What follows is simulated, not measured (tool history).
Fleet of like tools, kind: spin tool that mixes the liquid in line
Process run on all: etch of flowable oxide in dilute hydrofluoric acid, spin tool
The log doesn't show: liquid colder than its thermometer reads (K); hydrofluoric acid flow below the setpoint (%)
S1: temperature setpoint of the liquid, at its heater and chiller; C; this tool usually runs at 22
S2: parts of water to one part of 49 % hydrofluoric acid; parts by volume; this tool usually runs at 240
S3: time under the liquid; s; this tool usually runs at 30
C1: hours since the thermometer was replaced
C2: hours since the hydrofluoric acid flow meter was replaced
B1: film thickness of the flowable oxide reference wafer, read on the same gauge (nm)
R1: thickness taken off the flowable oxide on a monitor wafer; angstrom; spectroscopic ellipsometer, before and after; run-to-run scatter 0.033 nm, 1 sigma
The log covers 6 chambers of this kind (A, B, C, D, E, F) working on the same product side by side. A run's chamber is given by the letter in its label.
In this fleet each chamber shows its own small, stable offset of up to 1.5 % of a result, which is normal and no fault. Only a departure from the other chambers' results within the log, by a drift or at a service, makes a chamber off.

| run | day | S1 | S2 | S3 | C1 | C2 | B1 | R1 |
|---|---|---|---|---|---|---|---|---|
| 1B | 0.154 | 22 | 240 | 30 | 683.9 | 195.9 | 130.02 | 56.474 |
| 2C | 0.296 | 22 | 240 | 30 | 89.9 | 466.1 | 129.98 | 58.385 |
| 3A | 0.538 | 22 | 240 | 30 | 1518.8 | 1532.2 | 129.99 | 57.864 |
| 4E | 0.65 | 22 | 240 | 30 | 569.5 | 188.1 | 130 | 56.471 |
| 5F | 0.842 | 22 | 240 | 30 | 494.9 | 672 | 129.99 | 57.544 |
| 6D | 1.071 | 22 | 240 | 30 | 508.1 | 1520.3 | 130.02 | 56.678 |
| 7F | 1.279 | 22 | 240 | 30 | 505.4 | 682.5 | 129.99 | 56.929 |
| 8C | 1.496 | 22 | 240 | 30 | 118.7 | 494.9 | 130.02 | 57.652 |
| 9A | 1.662 | 22 | 240 | 30 | 1545.8 | 1559.2 | 129.99 | 57.261 |
| 10D | 1.792 | 22 | 240 | 30 | 525.4 | 1537.6 | 130.01 | 56.557 |
| 11B | 1.921 | 22 | 240 | 30 | 726.3 | 238.3 | 130 | 56.489 |
| 12E | 2.15 | 22 | 240 | 30 | 605.5 | 224.1 | 130.01 | 56.545 |
| 13E | 2.342 | 22 | 240 | 30 | 610.1 | 228.7 | 130.01 | 55.859 |
| 14D | 2.5 | 22 | 240 | 30 | 542.4 | 1554.6 | 130.01 | 57.029 |
| 15F | 2.767 | 22 | 240 | 30 | 541.1 | 718.2 | 130.04 | 56.302 |
| 16B | 2.971 | 22 | 240 | 30 | 751.5 | 263.5 | 130 | 56.364 |
| 17A | 3.179 | 17 | 240 | 45 | 1582.2 | 1595.6 | 129.98 | 71.991 |
| 18C | 3.408 | 17 | 240 | 45 | 164.6 | 540.8 | 129.99 | 70.196 |
| 19A | 3.538 | 17 | 240 | 45 | 1590.8 | 1604.2 | 130.03 | 71.016 |
| 20E | 3.658 | 17 | 240 | 45 | 641.7 | 260.3 | 130 | 69.419 |
| 21F | 3.871 | 17 | 240 | 45 | 567.6 | 744.7 | 130 | 70.784 |
| 22B | 4.062 | 17 | 240 | 45 | 777.7 | 289.7 | 129.98 | 70.819 |
| 23D | 4.204 | 22 | 240 | 30 | 583.3 | 1595.5 | 129.98 | 56.933 |
| 24C | 4.438 | 22 | 240 | 30 | 189.3 | 565.5 | 129.98 | 57.532 |
| 25B | 4.683 | 24.5 | 240 | 20 | 792.6 | 304.6 | 129.99 | 40.906 |
| 26A | 4.917 | 24.5 | 240 | 20 | 1623.9 | 1637.3 | 130.06 | 40.509 |
| 27E | 5.062 | 24.5 | 240 | 20 | 675.4 | 294 | 130.02 | 41.406 |
| 28D | 5.279 | 24.5 | 240 | 20 | 609.1 | 1621.3 | 129.96 | 41.134 |
| 29C | 5.396 | 24.5 | 240 | 20 | 212.3 | 588.5 | 130.04 | 41.838 |
| 30F | 5.65 | 24.5 | 240 | 20 | 610.3 | 787.4 | 130.01 | 41.698 |
| 31C | 5.825 | 24 | 240 | 15 | 222.6 | 598.8 | 130 | 31.046 |
| 32B | 6.029 | 24 | 240 | 15 | 824.9 | 336.9 | 129.99 | 30.557 |
| 33D | 6.158 | 24 | 240 | 15 | 630.2 | 1642.4 | 130 | 30.37 |
| 34A | 6.367 | 24 | 240 | 15 | 1658.7 | 1672.1 | 130 | 29.181 |
| 35F | 6.579 | 24 | 240 | 15 | 632.6 | 809.7 | 130.01 | 30.337 |
| 36E | 6.829 | 24 | 240 | 15 | 717.8 | 336.4 | 130.01 | 30.082 |
| 37C | 6.946 | 22 | 240 | 30 | 249.5 | 625.7 | 129.96 | 57.468 |
| 38A | 7.083 | 22 | 240 | 30 | 1675.9 | 1689.3 | 130.01 | 53.605 |
| 39B | 7.279 | 22 | 240 | 30 | 854.9 | 366.9 | 129.97 | 56.776 |

Next, every chamber runs the same settings. What will each give?
| 40A | 7.471 | 22 | 240 | 30 |  |  |  | ? |
| 40B | 7.471 | 22 | 240 | 30 |  |  |  | ? |
| 40C | 7.471 | 22 | 240 | 30 |  |  |  | ? |
| 40D | 7.471 | 22 | 240 | 30 |  |  |  | ? |
| 40E | 7.471 | 22 | 240 | 30 |  |  |  | ? |
| 40F | 7.471 | 22 | 240 | 30 |  |  |  | ? |

| run | R1 |
|---|---|
| 40A | 53.401 |
| 40B | 56.986 |
| 40C | 58.258 |
| 40D | 56.634 |
| 40E | 56.207 |
| 40F | 56.212 |
